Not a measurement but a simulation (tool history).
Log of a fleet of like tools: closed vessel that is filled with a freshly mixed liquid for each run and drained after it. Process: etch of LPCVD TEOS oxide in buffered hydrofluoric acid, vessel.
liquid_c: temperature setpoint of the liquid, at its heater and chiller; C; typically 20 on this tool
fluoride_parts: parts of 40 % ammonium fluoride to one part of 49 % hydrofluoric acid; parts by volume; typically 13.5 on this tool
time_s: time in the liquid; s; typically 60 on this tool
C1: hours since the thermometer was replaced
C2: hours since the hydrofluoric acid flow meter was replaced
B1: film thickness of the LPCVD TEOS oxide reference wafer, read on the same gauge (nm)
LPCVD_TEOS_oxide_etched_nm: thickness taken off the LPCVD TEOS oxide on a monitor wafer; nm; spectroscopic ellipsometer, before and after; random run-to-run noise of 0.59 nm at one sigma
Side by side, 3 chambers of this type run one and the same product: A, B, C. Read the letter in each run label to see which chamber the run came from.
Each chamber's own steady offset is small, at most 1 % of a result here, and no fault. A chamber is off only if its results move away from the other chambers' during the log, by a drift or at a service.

{"run": "1A", "hour": 5.0, "liquid_c": 20, "fluoride_parts": 13.5, "time_s": 60, "C1": 6.3, "C2": 143.2, "B1": 99.999, "LPCVD_TEOS_oxide_etched_nm": 74.188}
{"run": "2C", "hour": 11.7, "liquid_c": 20, "fluoride_parts": 13.5, "time_s": 60, "C1": 1285.8, "C2": 926.4, "B1": 100.01, "LPCVD_TEOS_oxide_etched_nm": 74.881}
{"run": "3B", "hour": 18.2, "liquid_c": 20, "fluoride_parts": 13.5, "time_s": 60, "C1": 2188.0, "C2": 217.6, "B1": 99.961, "LPCVD_TEOS_oxide_etched_nm": 75.887}
{"run": "4C", "hour": 25.5, "liquid_c": 20, "fluoride_parts": 13.5, "time_s": 60, "C1": 1299.6, "C2": 940.2, "B1": 99.949, "LPCVD_TEOS_oxide_etched_nm": 75.088}
{"run": "5A", "hour": 32.9, "liquid_c": 20, "fluoride_parts": 13.5, "time_s": 60, "C1": 34.2, "C2": 171.1, "B1": 99.975, "LPCVD_TEOS_oxide_etched_nm": 75.12}
{"hour": 37.3, "done": "chamber C: hydrofluoric acid flow meter replaced"}
{"run": "6B", "hour": 39.3, "liquid_c": 20, "fluoride_parts": 13.5, "time_s": 60, "C1": 2209.1, "C2": 238.7, "B1": 100.02, "LPCVD_TEOS_oxide_etched_nm": 74.147}
{"run": "7C", "hour": 43.3, "liquid_c": 20, "fluoride_parts": 13.5, "time_s": 60, "C1": 1317.4, "C2": 6.1, "B1": 100.02, "LPCVD_TEOS_oxide_etched_nm": 75.332}
{"run": "8A", "hour": 48.4, "liquid_c": 20, "fluoride_parts": 13.5, "time_s": 60, "C1": 49.7, "C2": 186.6, "B1": 100.01, "LPCVD_TEOS_oxide_etched_nm": 74.785}
{"run": "9B", "hour": 53.2, "liquid_c": 20, "fluoride_parts": 13.5, "time_s": 60, "C1": 2223.0, "C2": 252.6, "B1": 99.992, "LPCVD_TEOS_oxide_etched_nm": 75.482}
{"run": "10A", "hour": 60.0, "liquid_c": 20, "fluoride_parts": 13.5, "time_s": 60, "C1": 61.3, "C2": 198.2, "B1": 100.03, "LPCVD_TEOS_oxide_etched_nm": 73.97}
{"run": "11C", "hour": 65.7, "liquid_c": 20, "fluoride_parts": 13.5, "time_s": 60, "C1": 1339.8, "C2": 28.5, "B1": 100.02, "LPCVD_TEOS_oxide_etched_nm": 74.124}
{"run": "12B", "hour": 73.3, "liquid_c": 20, "fluoride_parts": 13.5, "time_s": 60, "C1": 2243.1, "C2": 272.7, "B1": 99.994, "LPCVD_TEOS_oxide_etched_nm": 74.585}
{"run": "13B", "hour": 78.7, "liquid_c": 23, "fluoride_parts": 13.5, "time_s": 60, "C1": 2248.5, "C2": 278.1, "B1": 99.962, "LPCVD_TEOS_oxide_etched_nm": 88.374}
{"run": "14C", "hour": 86.2, "liquid_c": 23, "fluoride_parts": 13.5, "time_s": 60, "C1": 1360.3, "C2": 49.0, "B1": 100.03, "LPCVD_TEOS_oxide_etched_nm": 87.832}
{"run": "15A", "hour": 91.9, "liquid_c": 23, "fluoride_parts": 13.5, "time_s": 60, "C1": 93.2, "C2": 230.1, "B1": 99.995, "LPCVD_TEOS_oxide_etched_nm": 88.068}
{"run": "16C", "hour": 97.6, "liquid_c": 20, "fluoride_parts": 13.5, "time_s": 60, "C1": 1371.7, "C2": 60.4, "B1": 100.02, "LPCVD_TEOS_oxide_etched_nm": 74.954}
{"run": "17A", "hour": 101.0, "liquid_c": 20, "fluoride_parts": 11.5, "time_s": 75, "C1": 102.3, "C2": 239.2, "B1": 99.997, "LPCVD_TEOS_oxide_etched_nm": 110.57}
{"run": "18B", "hour": 106.6, "liquid_c": 20, "fluoride_parts": 11.5, "time_s": 75, "C1": 2276.4, "C2": 306.0, "B1": 100.0, "LPCVD_TEOS_oxide_etched_nm": 109.85}
{"run": "19B", "hour": 114.0, "liquid_c": 20, "fluoride_parts": 11.5, "time_s": 75, "C1": 2283.8, "C2": 313.4, "B1": 100.01, "LPCVD_TEOS_oxide_etched_nm": 109.6}
{"run": "20A", "hour": 120.1, "liquid_c": 20, "fluoride_parts": 13.5, "time_s": 60, "C1": 121.4, "C2": 258.3, "B1": 99.961, "LPCVD_TEOS_oxide_etched_nm": 75.122}
{"run": "21C", "hour": 124.1, "liquid_c": 20, "fluoride_parts": 13.5, "time_s": 60, "C1": 1398.2, "C2": 86.9, "B1": 99.999, "LPCVD_TEOS_oxide_etched_nm": 73.814}
{"run": "22B", "hour": 128.8, "liquid_c": 20, "fluoride_parts": 13.5, "time_s": 60, "C1": 2298.6, "C2": 328.2, "B1": 100.02, "LPCVD_TEOS_oxide_etched_nm": 75.713}
{"run": "23A", "hour": 135.4, "liquid_c": 20, "fluoride_parts": 13.5, "time_s": 60, "C1": 136.7, "C2": 273.6, "B1": 100.01, "LPCVD_TEOS_oxide_etched_nm": 75.402}
{"run": "24C", "hour": 140.2, "liquid_c": 17, "fluoride_parts": 13.5, "time_s": 85, "C1": 1414.3, "C2": 103.0, "B1": 100.03, "LPCVD_TEOS_oxide_etched_nm": 90.242}
{"run": "25A", "hour": 145.5, "liquid_c": 17, "fluoride_parts": 13.5, "time_s": 85, "C1": 146.8, "C2": 283.7, "B1": 99.999, "LPCVD_TEOS_oxide_etched_nm": 87.764}
{"run": "26B", "hour": 152.1, "liquid_c": 17, "fluoride_parts": 13.5, "time_s": 85, "C1": 2321.9, "C2": 351.5, "B1": 99.974, "LPCVD_TEOS_oxide_etched_nm": 90.185}
{"run": "27C", "hour": 158.1, "liquid_c": 18, "fluoride_parts": 13.5, "time_s": 60, "C1": 1432.2, "C2": 120.9, "B1": 99.99, "LPCVD_TEOS_oxide_etched_nm": 65.974}
{"run": "28C", "hour": 164.6, "liquid_c": 18, "fluoride_parts": 13.5, "time_s": 60, "C1": 1438.7, "C2": 127.4, "B1": 99.986, "LPCVD_TEOS_oxide_etched_nm": 67.321}
{"run": "29B", "hour": 168.5, "liquid_c": 18, "fluoride_parts": 13.5, "time_s": 60, "C1": 2338.3, "C2": 367.9, "B1": 99.979, "LPCVD_TEOS_oxide_etched_nm": 67.591}
{"run": "30A", "hour": 173.3, "liquid_c": 24, "fluoride_parts": 10.5, "time_s": 60, "C1": 174.6, "C2": 311.5, "B1": 99.982, "LPCVD_TEOS_oxide_etched_nm": 120.25}
{"run": "31C", "hour": 179.1, "liquid_c": 24, "fluoride_parts": 10.5, "time_s": 60, "C1": 1453.2, "C2": 141.9, "B1": 100.0, "LPCVD_TEOS_oxide_etched_nm": 119.17}
{"run": "32A", "hour": 185.5, "liquid_c": 24, "fluoride_parts": 10.5, "time_s": 60, "C1": 186.8, "C2": 323.7, "B1": 100.02, "LPCVD_TEOS_oxide_etched_nm": 120.37}
{"run": "33B", "hour": 191.8, "liquid_c": 20, "fluoride_parts": 13.5, "time_s": 60, "C1": 2361.6, "C2": 391.2, "B1": 100.03, "LPCVD_TEOS_oxide_etched_nm": 75.732}
{"run": "34C", "hour": 196.2, "liquid_c": 20, "fluoride_parts": 13.5, "time_s": 60, "C1": 1470.3, "C2": 159.0, "B1": 100.04, "LPCVD_TEOS_oxide_etched_nm": 74.328}
{"run": "35B", "hour": 199.9, "liquid_c": 20, "fluoride_parts": 13.5, "time_s": 60, "C1": 2369.7, "C2": 399.3, "B1": 100.01, "LPCVD_TEOS_oxide_etched_nm": 75.588}
{"run": "36A", "hour": 204.3, "liquid_c": 20, "fluoride_parts": 13.5, "time_s": 60, "C1": 205.6, "C2": 342.5, "B1": 100.03, "LPCVD_TEOS_oxide_etched_nm": 75.041}

All chambers now run identical settings, listed one chamber a line with results as question marks. What results will each chamber show?
{"run": "37A", "hour": 209.9, "liquid_c": 20, "fluoride_parts": 13.5, "time_s": 75, "LPCVD_TEOS_oxide_etched_nm": "?"}
{"run": "37B", "hour": 209.9, "liquid_c": 20, "fluoride_parts": 13.5, "time_s": 75, "LPCVD_TEOS_oxide_etched_nm": "?"}
{"run": "37C", "hour": 209.9, "liquid_c": 20, "fluoride_parts": 13.5, "time_s": 75, "LPCVD_TEOS_oxide_etched_nm": "?"}

run=37A LPCVD_TEOS_oxide_etched_nm=93.825
run=37B LPCVD_TEOS_oxide_etched_nm=94.713
run=37C LPCVD_TEOS_oxide_etched_nm=93.774

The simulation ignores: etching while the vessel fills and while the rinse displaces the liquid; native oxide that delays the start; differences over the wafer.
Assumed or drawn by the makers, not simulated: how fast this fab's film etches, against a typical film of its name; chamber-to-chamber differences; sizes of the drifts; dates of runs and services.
